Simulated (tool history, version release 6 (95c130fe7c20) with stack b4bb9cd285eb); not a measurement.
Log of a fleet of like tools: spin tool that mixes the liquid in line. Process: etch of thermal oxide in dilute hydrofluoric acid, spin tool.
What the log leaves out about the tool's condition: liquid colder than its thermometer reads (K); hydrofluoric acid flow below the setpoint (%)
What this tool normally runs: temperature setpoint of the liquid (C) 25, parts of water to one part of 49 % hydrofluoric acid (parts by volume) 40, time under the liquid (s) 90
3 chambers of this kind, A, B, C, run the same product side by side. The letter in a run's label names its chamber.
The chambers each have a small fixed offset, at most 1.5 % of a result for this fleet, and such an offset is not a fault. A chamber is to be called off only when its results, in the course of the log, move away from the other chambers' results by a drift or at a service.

run	hour	temperature setpoint of the liquid (C)	parts of water to one part of 49 % hydrofluoric acid (parts by volume)	time under the liquid (s)	hours since the thermometer was replaced	hours since the hydrofluoric acid flow meter was replaced	read-back film thickness of the thermal oxide reference wafer, read on the same gauge (nm)	thickness taken off the thermal oxide on a monitor wafer (Å)
1B	6.7	25	40	90	278.7	141.2	70.017	124.98
2A	15.1	25	40	90	267.1	86.6	70.003	122.16
3C	23.1	25	40	90	1150.1	855	69.983	123.3
4C	31.4	25	40	90	1158.4	863.3	69.99	122.31
5A	35.5	25	40	90	287.5	107	69.99	121.68
6B	42.7	25	25	90	314.7	177.2	70	201.25
7A	48.5	25	25	90	300.5	120	70	198.46
8B	53.4	25	25	90	325.4	187.9	69.967	203.12
9C	61.6	25	40	90	1188.6	893.5	69.995	123.51
10A	66.6	25	40	90	318.6	138.1	69.96	122.23
11C	71.2	25	40	90	1198.2	903.1	70	121.76
12B	77.6	25	40	90	349.6	212.1	69.969	123.03
13A	82	25	40	90	334	153.5	69.981	122.36
14B	89.9	25	40	90	361.9	224.4	70.002	122.88
15C	95	25	40	90	1222	926.9	69.992	122.7
16C	99.7	20.5	40	90	1226.7	931.6	70.014	100.8
17A	106.7	20.5	40	90	358.7	178.2	69.999	100.69
18B	112.2	20.5	40	90	384.2	246.7	69.978	102.46
19C	119.2	25	40	90	1246.2	951.1	69.979	122.26
20A	125.5	25	45	90	377.5	197	69.995	107.75
21B	132	25	45	90	404	266.5	69.994	109.95
22A	140.1	25	45	90	392.1	211.6	69.991	107.32
23C	147.1	25	40	90	1274.1	979	70.015	122.41
24B	154.1	25	40	90	426.1	288.6	70.002	122.99
25B	160.5	25	40	90	432.5	295	70.018	122.69
26A	168.2	23	40	60	420.2	239.7	70.007	75.318
27C	176.5	23	40	60	1303.5	1008.4	69.993	74.857
28B	182.7	23	40	60	454.7	317.2	70.033	75.573
29C	190	21.5	55	90	1317	1021.9	70.03	75.68
30A	197.2	21.5	55	90	449.2	268.7	69.994	75.913
31A	202.6	21.5	55	90	454.6	274.1	69.95	75.655
32B	207.6	25	40	90	479.6	342.1	69.99	124.14
# hour 213.4: chamber C: thermometer replaced
33C	215.9	25	40	90	2.6	1047.8	69.992	123.7
34A	220.9	25	40	90	472.9	292.4	69.977	121.63
35C	228.7	25	40	90	15.4	1060.6	69.979	122.66
36B	237.1	25	40	90	509.1	371.6	69.998	123.06
37B	240.9	25	40	90	512.9	375.4	69.965	123.32
38A	244.7	25	40	90	496.7	316.2	70.036	123
39C	251	25	40	90	37.7	1082.9	69.993	121.62

All 3 chambers run these settings next. Forecast each chamber's results:
40A	257.2	25	40	90				?
40B	257.2	25	40	90				?
40C	257.2	25	40	90				?

run	thickness taken off the thermal oxide on a monitor wafer (Å)
40A	121.55
40B	123.18
40C	122.47

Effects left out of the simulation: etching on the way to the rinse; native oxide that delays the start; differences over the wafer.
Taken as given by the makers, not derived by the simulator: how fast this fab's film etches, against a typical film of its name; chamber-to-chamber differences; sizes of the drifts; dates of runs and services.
